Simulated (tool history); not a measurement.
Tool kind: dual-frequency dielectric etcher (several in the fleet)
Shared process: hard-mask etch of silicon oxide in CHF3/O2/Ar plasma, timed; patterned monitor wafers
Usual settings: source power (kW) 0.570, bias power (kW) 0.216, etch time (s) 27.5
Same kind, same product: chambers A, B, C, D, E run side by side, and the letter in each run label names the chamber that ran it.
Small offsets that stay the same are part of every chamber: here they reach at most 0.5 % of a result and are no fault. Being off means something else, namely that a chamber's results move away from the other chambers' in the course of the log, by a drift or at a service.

| run | hour | source power (kW) | bias power (kW) | etch time (s) | hours since the last wet clean | hours since the last source power generator calibration | hours since the last bias power generator calibration | read-back reference wafer on the same gauge, depth_nm | mean etch depth across the wafer (nm) |
|---|---|---|---|---|---|---|---|---|---|
| 1A | 2.5 | 0.570 | 0.216 | 27.5 | 174.5 | 1655.1 | 2918.3 | 54.340 | 57.028 |
| 2D | 4.6 | 0.570 | 0.216 | 27.5 | 347.0 | 2159.8 | 2349.1 | 54.393 | 57.134 |
| 3B | 7.8 | 0.570 | 0.216 | 27.5 | 316.6 | 1478.2 | 4382.5 | 54.434 | 57.017 |
| 4E | 12.5 | 0.570 | 0.216 | 27.5 | 441.1 | 832.1 | 1752.3 | 54.414 | 56.107 |
| 5C | 14.8 | 0.570 | 0.216 | 27.5 | 590.7 | 323.2 | 344.8 | 54.358 | 56.110 |
| 6E | 18.7 | 0.570 | 0.216 | 27.5 | 447.3 | 838.3 | 1758.5 | 54.346 | 55.996 |
|  | 19.9 | chamber C: wet clean of the chamber |
| 7C | 21.5 | 0.570 | 0.216 | 27.5 | 1.7 | 329.9 | 351.5 | 54.308 | 56.947 |
| 8B | 24.4 | 0.570 | 0.216 | 27.5 | 333.2 | 1494.8 | 4399.1 | 54.467 | 56.394 |
| 9D | 26.8 | 0.570 | 0.216 | 27.5 | 369.2 | 2182.0 | 2371.3 | 54.481 | 56.908 |
| 10A | 29.4 | 0.570 | 0.216 | 27.5 | 201.4 | 1682.0 | 2945.2 | 54.329 | 56.129 |
| 11B | 32.0 | 0.570 | 0.216 | 27.5 | 340.8 | 1502.4 | 4406.7 | 54.409 | 56.712 |
| 12E | 34.0 | 0.570 | 0.216 | 27.5 | 462.6 | 853.6 | 1773.8 | 54.306 | 56.510 |
| 13D | 37.8 | 0.570 | 0.216 | 27.5 | 380.2 | 2193.0 | 2382.3 | 54.389 | 56.646 |
| 14A | 41.8 | 0.570 | 0.216 | 27.5 | 213.8 | 1694.4 | 2957.6 | 54.405 | 56.686 |
| 15C | 45.7 | 0.570 | 0.216 | 27.5 | 25.9 | 354.1 | 375.7 | 54.376 | 57.290 |
| 16D | 50.1 | 0.570 | 0.216 | 27.5 | 392.5 | 2205.3 | 2394.6 | 54.382 | 57.013 |
|  | 51.2 | chamber E: wet clean of the chamber |
| 17E | 52.7 | 0.570 | 0.216 | 27.5 | 1.6 | 872.3 | 1792.5 | 54.421 | 56.762 |
|  | 55.2 | chamber B: wet clean of the chamber |
| 18A | 57.5 | 0.480 | 0.235 | 27.5 | 229.5 | 1710.1 | 2973.3 | 54.361 | 54.850 |
| 19B | 60.3 | 0.480 | 0.235 | 27.5 | 5.1 | 1530.7 | 4435.0 | 54.404 | 57.581 |
| 20C | 62.7 | 0.480 | 0.235 | 27.5 | 42.9 | 371.1 | 392.7 | 54.395 | 55.013 |
| 21E | 65.9 | 0.480 | 0.235 | 27.5 | 14.8 | 885.5 | 1805.7 | 54.351 | 54.616 |
| 22C | 69.7 | 0.480 | 0.235 | 27.5 | 49.9 | 378.1 | 399.7 | 54.426 | 54.605 |
| 23D | 74.3 | 0.670 | 0.253 | 27.5 | 416.7 | 2229.5 | 2418.8 | 54.438 | 64.157 |
| 24B | 77.2 | 0.670 | 0.253 | 27.5 | 22.0 | 1547.6 | 4451.9 | 54.344 | 67.033 |
| 25A | 80.5 | 0.670 | 0.253 | 27.5 | 252.5 | 1733.1 | 2996.3 | 54.395 | 63.911 |
| 26B | 83.2 | 0.670 | 0.253 | 27.5 | 28.0 | 1553.6 | 4457.9 | 54.400 | 66.412 |
| 27C | 86.7 | 0.670 | 0.253 | 27.5 | 66.9 | 395.1 | 416.7 | 54.417 | 63.135 |
| 28A | 89.1 | 0.570 | 0.195 | 23.0 | 261.1 | 1741.7 | 3004.9 | 54.429 | 45.635 |
| 29E | 93.5 | 0.570 | 0.195 | 23.0 | 42.4 | 913.1 | 1833.3 | 54.347 | 45.738 |
|  | 96.9 | chamber D: wet clean of the chamber |
| 30D | 97.2 | 0.570 | 0.195 | 23.0 | 0.3 | 2252.4 | 2441.7 | 54.376 | 45.759 |
| 31D | 99.9 | 0.570 | 0.195 | 23.0 | 3.0 | 2255.1 | 2444.4 | 54.445 | 45.698 |
| 32E | 103.7 | 0.570 | 0.195 | 23.0 | 52.6 | 923.3 | 1843.5 | 54.429 | 45.643 |
| 33A | 107.4 | 0.570 | 0.216 | 27.5 | 279.4 | 1760.0 | 3023.2 | 54.433 | 56.950 |

Next, every chamber runs the same settings. What will each give?
| 34A | 110.8 | 0.570 | 0.216 | 23.0 |  |  |  |  | ? |
| 34B | 110.8 | 0.570 | 0.216 | 23.0 |  |  |  |  | ? |
| 34C | 110.8 | 0.570 | 0.216 | 23.0 |  |  |  |  | ? |
| 34D | 110.8 | 0.570 | 0.216 | 23.0 |  |  |  |  | ? |
| 34E | 110.8 | 0.570 | 0.216 | 23.0 |  |  |  |  | ? |

| run | mean etch depth across the wafer (nm) |
|---|---|
| 34A | 47.635 |
| 34B | 49.389 |
| 34C | 47.116 |
| 34D | 47.454 |
| 34E | 47.266 |
